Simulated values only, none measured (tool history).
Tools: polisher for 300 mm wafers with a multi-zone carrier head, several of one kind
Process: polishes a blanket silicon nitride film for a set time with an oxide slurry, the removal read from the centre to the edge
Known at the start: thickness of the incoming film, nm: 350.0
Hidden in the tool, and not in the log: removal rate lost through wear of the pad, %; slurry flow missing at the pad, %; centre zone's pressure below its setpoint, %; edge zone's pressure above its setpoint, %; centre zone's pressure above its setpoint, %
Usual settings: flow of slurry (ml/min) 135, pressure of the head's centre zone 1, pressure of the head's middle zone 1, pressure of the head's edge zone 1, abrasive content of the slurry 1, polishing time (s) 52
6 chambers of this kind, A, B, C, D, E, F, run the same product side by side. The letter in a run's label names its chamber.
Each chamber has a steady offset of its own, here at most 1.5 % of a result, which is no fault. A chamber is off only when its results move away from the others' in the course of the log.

run,hour,flow of slurry (ml/min),pressure of the head's centre zone,pressure of the head's middle zone,pressure of the head's edge zone,abrasive content of the slurry,polishing time (s),wafers polished on this pad,hours since the slurry nozzle was cleaned,hours since the centre zone pressure was calibrated,hours since the edge zone pressure was calibrated,film removed at the wafer's centre (angstrom),film removed at mid-radius (angstrom),film removed at the wafer's edge (angstrom)
1D,5,135,1,1,1,1,52,1177,188.9,938.6,359.2,558.68,570.49,563.72
2C,8.6,135,1,1,1,1,52,510,565.1,1267.5,720.8,563.44,560.95,565.46
3E,11.7,135,1,1,1,1,52,143,412.4,387.3,629.5,556.57,565.68,568.77
4B,18.7,135,1,1,1,1,52,161,87.1,326.9,195.1,557.17,557.09,560.68
5A,22.4,135,1,0.89,1,1,52,1045,150.1,93.8,843.8,566.08,495.2,556.6
# hour 26.3: chamber D: worn pad replaced by a new one
6F,27,135,1,0.89,1,1,52,951,287.7,228.2,1459,562.91,509.21,573.71
7B,33.8,135,1,0.89,1,1,52,274,102.2,342,210.2,560.07,506.24,559.74
8D,40.6,135,1,0.89,1,1,52,106,224.5,974.2,394.8,556.78,515.03,564.69
9A,47.2,135,1,0.89,1,1,52,1229,174.9,118.6,868.6,557.5,501.13,559.03
# hour 47.6: chamber A: worn pad replaced by a new one
10E,50.7,135,1,0.89,1,1,52,433,451.4,426.3,668.5,558.91,505.12,577.38
11C,55.6,135,1,1,1,1,52,859,612.1,1314.5,767.8,570.79,560.52,566.92
# hour 60: chamber E: slurry nozzle cleaned
12F,62.2,135,1,1,1,1,52,1212,322.9,263.4,1494.2,568.15,574.12,575.65
# hour 64.5: chamber F: worn pad replaced by a new one
# hour 66.7: chamber F: edge zone pressure recalibrated
13D,69.1,135,1,1,1,1,52,318,253,1002.7,423.3,548.23,578.62,558.3
14B,75.8,135,1,1,1,1,52,585,144.2,384,252.2,569.97,560.19,569.05
# hour 80.4: chamber C: slurry nozzle cleaned
15E,81.9,135,1,1,1,1,52,665,21.9,457.5,699.7,551.56,567.16,574.59
# hour 87.1: chamber A: edge zone pressure recalibrated
16F,87.8,160,1.1,1,1,1,52,173,348.5,289,21.2,648.66,596.93,582.78
# hour 89.9: chamber C: worn pad replaced by a new one
17A,91.1,160,1.1,1,1,1,52,323,218.8,162.5,4,635.07,571.84,581.29
18C,95.3,160,1.1,1,1,1,52,40,14.9,1354.2,807.5,663.1,594.16,582.41
19D,98.8,160,1.1,1,1,1,52,538,282.7,1032.4,453,641.32,584.78,576.43
20E,105.5,160,1.1,1,1,1,52,840,45.5,481.1,723.3,657.65,567.19,578.16
# hour 106.2: chamber D: slurry nozzle cleaned
21A,111.4,160,1.1,1,1,1,52,474,239.1,182.8,24.3,649.51,583.34,572.07
22B,114.8,175,1,1,1,1,52,875,183.2,423,291.2,592.76,587.31,581.56
23F,118.8,175,1,1,1,1,52,403,379.5,320,52.2,595.5,599.69,594.47
# hour 119.6: chamber B: worn pad replaced by a new one
24C,124.3,175,1,1,1,1,52,256,43.9,1383.2,836.5,603.24,596.44,587.82
25B,127.6,175,1,1,1,1,52,59,196,435.8,304,597.14,588.72,579.69
26A,132.8,175,1,1,1,1,52,632,260.5,204.2,45.7,588.93,582.94,577.44
27F,137,175,1,1,1,1,52,538,397.7,338.2,70.4,593.04,593.41,592.6
28E,140.7,135,1,1,1,1,52,1101,80.7,516.3,758.5,567.25,558.14,566.97
29C,147,135,1,1,1,1,52,424,66.6,1405.9,859.2,566.32,564.76,570.53
30D,150.4,135,1,1,1,1,52,922,44.2,1084,504.6,564.12,574.6,570.2
# hour 153.6: chamber E: worn pad replaced by a new one
31D,154.3,135,1,1,1,1,52,951,48.1,1087.9,508.5,556.12,577.91,562.19
32A,159.6,135,1,1,1,1,52,832,287.3,231,72.5,567.61,556.25,557.29
33F,166,135,1,1,1,1,52,754,426.7,367.2,99.4,567.98,547.09,566.99
34C,171.3,160,1,1,1,1,52,605,90.9,1430.2,883.5,586.1,590.88,583.74
35E,174.8,160,1,1,1,1,52,158,114.8,550.4,792.6,586.59,588.32,580.11
36B,181.4,160,1,1,1,1,52,459,249.8,489.6,357.8,577.68,583.65,573.2
37A,187,160,1,1,1,1,52,1035,314.7,258.4,99.9,585.91,578.12,575.64
38C,193.2,160,1,1,1,1,52,767,112.8,1452.1,905.4,583.1,587.67,587.02
39B,197.5,160,1,1,1,1,52,579,265.9,505.7,373.9,581.33,589,570.16
40F,204.5,135,1,1,1,1,52,1040,465.2,405.7,137.9,569.83,574.43,574.8

Next, every chamber runs the same settings. What will each give?
41A,209.5,135,1,1,1,1,52,,,,,?,?,?
41B,209.5,135,1,1,1,1,52,,,,,?,?,?
41C,209.5,135,1,1,1,1,52,,,,,?,?,?
41D,209.5,135,1,1,1,1,52,,,,,?,?,?
41E,209.5,135,1,1,1,1,52,,,,,?,?,?
41F,209.5,135,1,1,1,1,52,,,,,?,?,?

run,film removed at the wafer's centre (angstrom),film removed at mid-radius (angstrom),film removed at the wafer's edge (angstrom)
41A,555.05,561.14,560.64
41B,565.92,561.3,554.25
41C,563.52,567.42,571.6
41D,556.81,569.56,565.4
41E,568.22,556.6,574.91
41F,552.84,574.07,566.34
